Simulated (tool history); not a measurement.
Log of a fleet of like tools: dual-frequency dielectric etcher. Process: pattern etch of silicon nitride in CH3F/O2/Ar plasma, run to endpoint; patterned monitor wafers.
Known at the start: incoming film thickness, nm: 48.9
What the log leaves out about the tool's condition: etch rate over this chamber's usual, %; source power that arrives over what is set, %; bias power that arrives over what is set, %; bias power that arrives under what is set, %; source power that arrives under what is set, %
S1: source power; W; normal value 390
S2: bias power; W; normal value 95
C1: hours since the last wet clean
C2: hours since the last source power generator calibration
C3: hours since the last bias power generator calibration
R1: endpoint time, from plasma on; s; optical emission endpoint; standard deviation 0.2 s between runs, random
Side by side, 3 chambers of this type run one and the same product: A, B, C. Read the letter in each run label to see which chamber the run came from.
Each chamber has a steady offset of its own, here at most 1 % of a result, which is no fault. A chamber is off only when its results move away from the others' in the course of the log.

run 1C day=0.271 | S1=390 S2=95 | C1=94.8 C2=1793.3 C3=1503.5 | R1=65.355
run 2A day=0.45 | S1=390 S2=95 | C1=331.5 C2=1509.4 C3=531.6 | R1=64.456
run 3B day=0.638 | S1=390 S2=95 | C1=502.3 C2=1965.3 C3=1981.6 | R1=65.043
run 4A day=0.871 | S1=390 S2=95 | C1=341.6 C2=1519.5 C3=541.7 | R1=64.539
run 5B day=1.142 | S1=390 S2=95 | C1=514.4 C2=1977.4 C3=1993.7 | R1=65.198
run 6C day=1.35 | S1=390 S2=95 | C1=120.7 C2=1819.2 C3=1529.4 | R1=65.286
run 7B day=1.658 | S1=390 S2=95 | C1=526.8 C2=1989.8 C3=2006.1 | R1=65.393
-- day=1.862 chamber B: bias power generator calibrated
run 8A day=2.012 | S1=390 S2=95 | C1=369 C2=1546.9 C3=569.1 | R1=64.455
run 9C day=2.25 | S1=480 S2=95 | C1=142.3 C2=1840.8 C3=1551 | R1=60.315
run 10A day=2.521 | S1=480 S2=95 | C1=381.2 C2=1559.1 C3=581.3 | R1=59.803
run 11B day=2.871 | S1=480 S2=95 | C1=555.9 C2=2018.9 C3=24.2 | R1=60.058
run 12C day=3.088 | S1=310 S2=81 | C1=162.4 C2=1860.9 C3=1571.1 | R1=75.295
-- day=3.354 chamber B: wet clean of the chamber
run 13B day=3.404 | S1=310 S2=81 | C1=1.2 C2=2031.7 C3=37 | R1=72.313
run 14C day=3.588 | S1=310 S2=81 | C1=174.4 C2=1872.9 C3=1583.1 | R1=75.38
run 15A day=3.783 | S1=390 S2=95 | C1=411.5 C2=1589.4 C3=611.6 | R1=64.679
run 16A day=4.017 | S1=390 S2=95 | C1=417.1 C2=1595 C3=617.2 | R1=64.621
run 17B day=4.233 | S1=390 S2=95 | C1=21.1 C2=2051.6 C3=56.9 | R1=62.461
run 18C day=4.512 | S1=350 S2=110 | C1=196.6 C2=1895.1 C3=1605.3 | R1=64.523
run 19A day=4.8 | S1=350 S2=110 | C1=435.9 C2=1613.8 C3=636 | R1=63.537
run 20C day=5.175 | S1=350 S2=110 | C1=212.5 C2=1911 C3=1621.2 | R1=63.816
run 21B day=5.45 | S1=390 S2=95 | C1=50.3 C2=2080.8 C3=86.1 | R1=62.622
run 22C day=5.738 | S1=390 S2=95 | C1=226 C2=1924.5 C3=1634.7 | R1=65.188
run 23B day=6.075 | S1=320 S2=77 | C1=65.3 C2=2095.8 C3=101.1 | R1=72.778
run 24A day=6.242 | S1=320 S2=77 | C1=470.5 C2=1648.4 C3=670.6 | R1=74.493
run 25B day=6.462 | S1=320 S2=77 | C1=74.6 C2=2105.1 C3=110.4 | R1=72.545
run 26C day=6.717 | S1=390 S2=95 | C1=249.5 C2=1948 C3=1658.2 | R1=65.013
run 27A day=7.062 | S1=390 S2=95 | C1=490.2 C2=1668.1 C3=690.3 | R1=64.357
run 28C day=7.258 | S1=390 S2=95 | C1=262.5 C2=1961 C3=1671.2 | R1=65.124
run 29B day=7.529 | S1=390 S2=95 | C1=100.2 C2=2130.7 C3=136 | R1=62.319
run 30A day=7.846 | S1=390 S2=113 | C1=509 C2=1686.9 C3=709.1 | R1=60.452
run 31B day=8.033 | S1=390 S2=113 | C1=112.3 C2=2142.8 C3=148.1 | R1=58.588
run 32A day=8.267 | S1=390 S2=113 | C1=519.1 C2=1697 C3=719.2 | R1=60.56
run 33C day=8.517 | S1=390 S2=95 | C1=292.7 C2=1991.2 C3=1701.4 | R1=65.183

Is one chamber out of step, is the gauge drifting, or do the chambers differ by no more than their own small offsets? For an off chamber, give its letter and the likeliest cause.

After it was serviced, chamber B no longer matches the other chambers.
Cause: etch rate over this chamber's usual, % = 4.14.

Chamber B could run next with any of the 4 candidate recipes listed below; each alters the usual settings, and their results appear as question marks. Which one brings its results back in line with what the other chambers deliver on the usual settings?
Allowed miss from the other chambers' usual-settings mean, per result, to count as in line: R1 0.69 s
run 34B-1 day=8.788 | S1=370 S2=90 | R1=?
run 34B-2 day=8.788 | S1=400 S2=97 | R1=?
run 34B-3 day=8.788 | S1=390 S2=91 | R1=?
run 34B-4 day=8.788 | S1=390 S2=104 | R1=?

Usual-settings mean across the other chambers: R1 64.818 s
run=34B-1 R1=65.044
run=34B-2 R1=61.433
run=34B-3 R1=63.5
run=34B-4 R1=60.434
The answer is 34B-1, which returns the chamber to within the allowed miss of the others.
